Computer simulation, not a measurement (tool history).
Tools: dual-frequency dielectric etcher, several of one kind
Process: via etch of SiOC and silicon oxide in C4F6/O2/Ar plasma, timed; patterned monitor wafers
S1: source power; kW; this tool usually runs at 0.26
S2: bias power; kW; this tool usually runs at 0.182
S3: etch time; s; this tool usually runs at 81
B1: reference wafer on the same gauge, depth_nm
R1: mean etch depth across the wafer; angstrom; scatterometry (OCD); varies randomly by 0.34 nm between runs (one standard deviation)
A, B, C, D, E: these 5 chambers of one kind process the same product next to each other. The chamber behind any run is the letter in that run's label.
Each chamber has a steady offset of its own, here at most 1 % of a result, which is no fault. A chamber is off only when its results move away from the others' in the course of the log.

run 1A hour=7.5 | S1=0.26 S2=0.182 S3=81 | B1=78.305 | R1=781.24
run 2C hour=14.4 | S1=0.26 S2=0.182 S3=81 | B1=78.307 | R1=776.67
run 3D hour=22.4 | S1=0.26 S2=0.182 S3=81 | B1=78.254 | R1=774.25
run 4B hour=28.2 | S1=0.26 S2=0.182 S3=81 | B1=78.269 | R1=782.77
run 5E hour=35.5 | S1=0.26 S2=0.182 S3=81 | B1=78.309 | R1=778.13
run 6B hour=45.1 | S1=0.26 S2=0.182 S3=81 | B1=78.399 | R1=777.23
run 7D hour=53.5 | S1=0.26 S2=0.182 S3=81 | B1=78.162 | R1=776.51
run 8A hour=58.8 | S1=0.26 S2=0.182 S3=81 | B1=78.301 | R1=782.18
run 9E hour=69 | S1=0.26 S2=0.182 S3=81 | B1=78.3 | R1=782.85
run 10C hour=77.2 | S1=0.23 S2=0.182 S3=81 | B1=78.259 | R1=743.7
run 11C hour=83.8 | S1=0.23 S2=0.182 S3=81 | B1=78.32 | R1=746.34
run 12B hour=91.5 | S1=0.23 S2=0.182 S3=81 | B1=78.254 | R1=745.89
run 13E hour=101.1 | S1=0.23 S2=0.182 S3=81 | B1=78.245 | R1=742.56
-- hour=108 chamber D: wet clean of the chamber
run 14D hour=110.9 | S1=0.23 S2=0.182 S3=81 | B1=78.277 | R1=705.45
run 15A hour=120 | S1=0.26 S2=0.182 S3=81 | B1=78.38 | R1=785.08
run 16B hour=125.7 | S1=0.26 S2=0.182 S3=81 | B1=78.238 | R1=778.16
-- hour=129.9 chamber A: wet clean of the chamber
run 17E hour=133.9 | S1=0.26 S2=0.182 S3=81 | B1=78.266 | R1=779.62
run 18C hour=143.1 | S1=0.26 S2=0.182 S3=81 | B1=78.344 | R1=776.37
run 19D hour=152.1 | S1=0.26 S2=0.201 S3=81 | B1=78.261 | R1=765.82
run 20A hour=163.3 | S1=0.26 S2=0.201 S3=81 | B1=78.257 | R1=817.56
run 21B hour=171.6 | S1=0.26 S2=0.201 S3=81 | B1=78.381 | R1=806.53
run 22E hour=179.2 | S1=0.26 S2=0.201 S3=81 | B1=78.267 | R1=809.16
run 23D hour=189.4 | S1=0.26 S2=0.201 S3=81 | B1=78.33 | R1=763.59
run 24A hour=196.9 | S1=0.26 S2=0.182 S3=81 | B1=78.403 | R1=782.5
run 25C hour=202.7 | S1=0.26 S2=0.182 S3=81 | B1=78.309 | R1=774.18
run 26E hour=212.1 | S1=0.26 S2=0.182 S3=81 | B1=78.309 | R1=781.99
run 27D hour=221.3 | S1=0.26 S2=0.182 S3=81 | B1=78.26 | R1=740.47
run 28A hour=227.9 | S1=0.26 S2=0.182 S3=81 | B1=78.363 | R1=779.43
run 29B hour=233.1 | S1=0.26 S2=0.182 S3=81 | B1=78.249 | R1=780.9
run 30C hour=240.2 | S1=0.26 S2=0.182 S3=81 | B1=78.263 | R1=777.78
run 31E hour=249.4 | S1=0.26 S2=0.182 S3=81 | B1=78.358 | R1=780.87
run 32A hour=258.4 | S1=0.26 S2=0.182 S3=81 | B1=78.345 | R1=778.65
run 33C hour=269.9 | S1=0.26 S2=0.182 S3=81 | B1=78.279 | R1=781.24
run 34B hour=277.7 | S1=0.26 S2=0.182 S3=81 | B1=78.394 | R1=782.6
run 35D hour=288 | S1=0.26 S2=0.182 S3=81 | B1=78.279 | R1=733.94
run 36E hour=297.6 | S1=0.26 S2=0.182 S3=81 | B1=78.349 | R1=775.09
run 37C hour=302.7 | S1=0.26 S2=0.182 S3=81 | B1=78.271 | R1=778.5
run 38D hour=309.2 | S1=0.26 S2=0.182 S3=81 | B1=78.315 | R1=739.96
run 39A hour=318.4 | S1=0.24 S2=0.182 S3=59 | B1=78.401 | R1=555.16
run 40B hour=324.1 | S1=0.24 S2=0.182 S3=59 | B1=78.329 | R1=551.04

Each of the 5 chambers runs these same settings next. Fill in every chamber's results:
run 41A hour=332.4 | S1=0.26 S2=0.182 S3=90.5 | R1=?
run 41B hour=332.4 | S1=0.26 S2=0.182 S3=90.5 | R1=?
run 41C hour=332.4 | S1=0.26 S2=0.182 S3=90.5 | R1=?
run 41D hour=332.4 | S1=0.26 S2=0.182 S3=90.5 | R1=?
run 41E hour=332.4 | S1=0.26 S2=0.182 S3=90.5 | R1=?

run=41A R1=866.94
run=41B R1=867.95
run=41C R1=871.38
run=41D R1=822.57
run=41E R1=873.22
